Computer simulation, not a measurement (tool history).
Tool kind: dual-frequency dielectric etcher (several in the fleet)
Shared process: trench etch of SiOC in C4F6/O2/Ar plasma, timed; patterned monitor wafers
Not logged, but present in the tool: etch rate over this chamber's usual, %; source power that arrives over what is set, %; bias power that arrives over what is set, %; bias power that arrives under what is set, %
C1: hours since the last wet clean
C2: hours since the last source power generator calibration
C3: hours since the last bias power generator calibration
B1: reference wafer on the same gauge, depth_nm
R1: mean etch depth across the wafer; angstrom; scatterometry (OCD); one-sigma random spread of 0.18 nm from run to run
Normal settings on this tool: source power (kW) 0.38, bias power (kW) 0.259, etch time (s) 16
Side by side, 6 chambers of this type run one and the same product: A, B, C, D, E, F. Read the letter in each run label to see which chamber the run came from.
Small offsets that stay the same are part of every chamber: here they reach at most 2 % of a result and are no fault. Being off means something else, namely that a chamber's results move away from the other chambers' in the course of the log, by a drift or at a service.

run 1D day=0.217 | source_power_(kW)=0.38 bias_power_(kW)=0.259 etch_time_(s)=16 | C1=416 C2=943.7 C3=823.4 | B1=34.573 | R1=366.5
run 2C day=0.375 | source_power_(kW)=0.38 bias_power_(kW)=0.259 etch_time_(s)=16 | C1=346.6 C2=1125.9 C3=1644.6 | B1=34.566 | R1=362.37
run 3F day=0.5 | source_power_(kW)=0.38 bias_power_(kW)=0.259 etch_time_(s)=16 | C1=28 C2=819.7 C3=1089.2 | B1=34.563 | R1=373.21
run 4B day=0.725 | source_power_(kW)=0.38 bias_power_(kW)=0.259 etch_time_(s)=16 | C1=388.5 C2=230.4 C3=523 | B1=34.661 | R1=365.11
run 5E day=0.867 | source_power_(kW)=0.38 bias_power_(kW)=0.259 etch_time_(s)=16 | C1=56.5 C2=1706.3 C3=1548 | B1=34.659 | R1=364.27
run 6A day=1.012 | source_power_(kW)=0.38 bias_power_(kW)=0.259 etch_time_(s)=16 | C1=668.7 C2=1273.5 C3=1798 | B1=34.627 | R1=365.51
run 7D day=1.246 | source_power_(kW)=0.3 bias_power_(kW)=0.259 etch_time_(s)=16 | C1=440.7 C2=968.4 C3=848.1 | B1=34.566 | R1=335.04
run 8E day=1.508 | source_power_(kW)=0.3 bias_power_(kW)=0.259 etch_time_(s)=16 | C1=71.9 C2=1721.7 C3=1563.4 | B1=34.606 | R1=332.65
-- day=1.542 chamber A: wet clean of the chamber
run 9A day=1.758 | source_power_(kW)=0.3 bias_power_(kW)=0.259 etch_time_(s)=16 | C1=5.2 C2=1291.4 C3=1815.9 | B1=34.61 | R1=328.79
run 10B day=1.946 | source_power_(kW)=0.3 bias_power_(kW)=0.259 etch_time_(s)=16 | C1=417.8 C2=259.7 C3=552.3 | B1=34.625 | R1=335.65
run 11F day=2.138 | source_power_(kW)=0.3 bias_power_(kW)=0.259 etch_time_(s)=16 | C1=67.3 C2=859 C3=1128.5 | B1=34.596 | R1=340.69
run 12C day=2.333 | source_power_(kW)=0.3 bias_power_(kW)=0.259 etch_time_(s)=16 | C1=393.6 C2=1172.9 C3=1691.6 | B1=34.575 | R1=329.41
run 13F day=2.542 | source_power_(kW)=0.38 bias_power_(kW)=0.259 etch_time_(s)=16 | C1=77 C2=868.7 C3=1138.2 | B1=34.564 | R1=373.34
run 14A day=2.762 | source_power_(kW)=0.38 bias_power_(kW)=0.201 etch_time_(s)=12 | C1=29.3 C2=1315.5 C3=1840 | B1=34.618 | R1=251.4
run 15E day=3.017 | source_power_(kW)=0.38 bias_power_(kW)=0.201 etch_time_(s)=12 | C1=108.1 C2=1757.9 C3=1599.6 | B1=34.63 | R1=254.23
run 16B day=3.212 | source_power_(kW)=0.38 bias_power_(kW)=0.201 etch_time_(s)=12 | C1=448.2 C2=290.1 C3=582.7 | B1=34.595 | R1=251.51
run 17D day=3.446 | source_power_(kW)=0.38 bias_power_(kW)=0.201 etch_time_(s)=12 | C1=493.5 C2=1021.2 C3=900.9 | B1=34.617 | R1=252.2
run 18C day=3.7 | source_power_(kW)=0.38 bias_power_(kW)=0.201 etch_time_(s)=12 | C1=426.4 C2=1205.7 C3=1724.4 | B1=34.637 | R1=249.79
run 19E day=3.854 | source_power_(kW)=0.38 bias_power_(kW)=0.201 etch_time_(s)=12 | C1=128.2 C2=1778 C3=1619.7 | B1=34.601 | R1=253.59
run 20F day=4.117 | source_power_(kW)=0.38 bias_power_(kW)=0.259 etch_time_(s)=16 | C1=114.8 C2=906.5 C3=1176 | B1=34.567 | R1=366.69
-- day=4.292 chamber C: wet clean of the chamber
run 21D day=4.379 | source_power_(kW)=0.38 bias_power_(kW)=0.259 etch_time_(s)=16 | C1=515.9 C2=1043.6 C3=923.3 | B1=34.625 | R1=371.06
run 22A day=4.642 | source_power_(kW)=0.38 bias_power_(kW)=0.259 etch_time_(s)=16 | C1=74.4 C2=1360.6 C3=1885.1 | B1=34.643 | R1=362.49
run 23B day=4.883 | source_power_(kW)=0.29 bias_power_(kW)=0.259 etch_time_(s)=16 | C1=488.3 C2=330.2 C3=622.8 | B1=34.609 | R1=332.79
run 24C day=4.996 | source_power_(kW)=0.29 bias_power_(kW)=0.259 etch_time_(s)=16 | C1=17 C2=1236.8 C3=1755.5 | B1=34.615 | R1=326.37
run 25F day=5.192 | source_power_(kW)=0.29 bias_power_(kW)=0.259 etch_time_(s)=16 | C1=140.6 C2=932.3 C3=1201.8 | B1=34.572 | R1=338.08
run 26B day=5.425 | source_power_(kW)=0.29 bias_power_(kW)=0.259 etch_time_(s)=16 | C1=501.3 C2=343.2 C3=635.8 | B1=34.562 | R1=329.05
run 27D day=5.617 | source_power_(kW)=0.29 bias_power_(kW)=0.259 etch_time_(s)=16 | C1=545.6 C2=1073.3 C3=953 | B1=34.622 | R1=327.13
run 28C day=5.862 | source_power_(kW)=0.29 bias_power_(kW)=0.259 etch_time_(s)=16 | C1=37.8 C2=1257.6 C3=1776.3 | B1=34.643 | R1=322.36
run 29E day=6 | source_power_(kW)=0.38 bias_power_(kW)=0.259 etch_time_(s)=16 | C1=179.7 C2=1829.5 C3=1671.2 | B1=34.655 | R1=369.77
run 30A day=6.238 | source_power_(kW)=0.38 bias_power_(kW)=0.259 etch_time_(s)=16 | C1=112.7 C2=1398.9 C3=1923.4 | B1=34.555 | R1=361.21
-- day=6.45 chamber D: wet clean of the chamber
run 31C day=6.467 | source_power_(kW)=0.38 bias_power_(kW)=0.259 etch_time_(s)=16 | C1=52.3 C2=1272.1 C3=1790.8 | B1=34.58 | R1=363.05
run 32F day=6.708 | source_power_(kW)=0.38 bias_power_(kW)=0.259 etch_time_(s)=16 | C1=177 C2=968.7 C3=1238.2 | B1=34.571 | R1=369.87
-- day=6.85 chamber B: wet clean of the chamber
run 33A day=6.95 | source_power_(kW)=0.38 bias_power_(kW)=0.259 etch_time_(s)=16 | C1=129.8 C2=1416 C3=1940.5 | B1=34.612 | R1=361.61
run 34E day=7.188 | source_power_(kW)=0.38 bias_power_(kW)=0.259 etch_time_(s)=16 | C1=208.2 C2=1858 C3=1699.7 | B1=34.635 | R1=368.43
run 35B day=7.329 | source_power_(kW)=0.38 bias_power_(kW)=0.259 etch_time_(s)=16 | C1=11.5 C2=388.9 C3=681.5 | B1=34.628 | R1=367.9
run 36D day=7.567 | source_power_(kW)=0.38 bias_power_(kW)=0.259 etch_time_(s)=16 | C1=26.8 C2=1120.1 C3=999.8 | B1=34.612 | R1=364.31
run 37C day=7.754 | source_power_(kW)=0.38 bias_power_(kW)=0.259 etch_time_(s)=16 | C1=83.2 C2=1303 C3=1821.7 | B1=34.591 | R1=359.83
run 38D day=7.871 | source_power_(kW)=0.38 bias_power_(kW)=0.259 etch_time_(s)=16 | C1=34.1 C2=1127.4 C3=1007.1 | B1=34.595 | R1=365.14
run 39F day=8.008 | source_power_(kW)=0.38 bias_power_(kW)=0.259 etch_time_(s)=16 | C1=208.2 C2=999.9 C3=1269.4 | B1=34.57 | R1=372.34
run 40E day=8.146 | source_power_(kW)=0.38 bias_power_(kW)=0.259 etch_time_(s)=16 | C1=231.2 C2=1881 C3=1722.7 | B1=34.588 | R1=368.72

The same settings go to every chamber for the next run, one line per chamber below. Forecast the results for each:
run 41A day=8.338 | source_power_(kW)=0.45 bias_power_(kW)=0.259 etch_time_(s)=16 | R1=?
run 41B day=8.338 | source_power_(kW)=0.45 bias_power_(kW)=0.259 etch_time_(s)=16 | R1=?
run 41C day=8.338 | source_power_(kW)=0.45 bias_power_(kW)=0.259 etch_time_(s)=16 | R1=?
run 41D day=8.338 | source_power_(kW)=0.45 bias_power_(kW)=0.259 etch_time_(s)=16 | R1=?
run 41E day=8.338 | source_power_(kW)=0.45 bias_power_(kW)=0.259 etch_time_(s)=16 | R1=?
run 41F day=8.338 | source_power_(kW)=0.45 bias_power_(kW)=0.259 etch_time_(s)=16 | R1=?

run=41A R1=385.25
run=41B R1=391.52
run=41C R1=382.35
run=41D R1=389.76
run=41E R1=392.65
run=41F R1=396.05

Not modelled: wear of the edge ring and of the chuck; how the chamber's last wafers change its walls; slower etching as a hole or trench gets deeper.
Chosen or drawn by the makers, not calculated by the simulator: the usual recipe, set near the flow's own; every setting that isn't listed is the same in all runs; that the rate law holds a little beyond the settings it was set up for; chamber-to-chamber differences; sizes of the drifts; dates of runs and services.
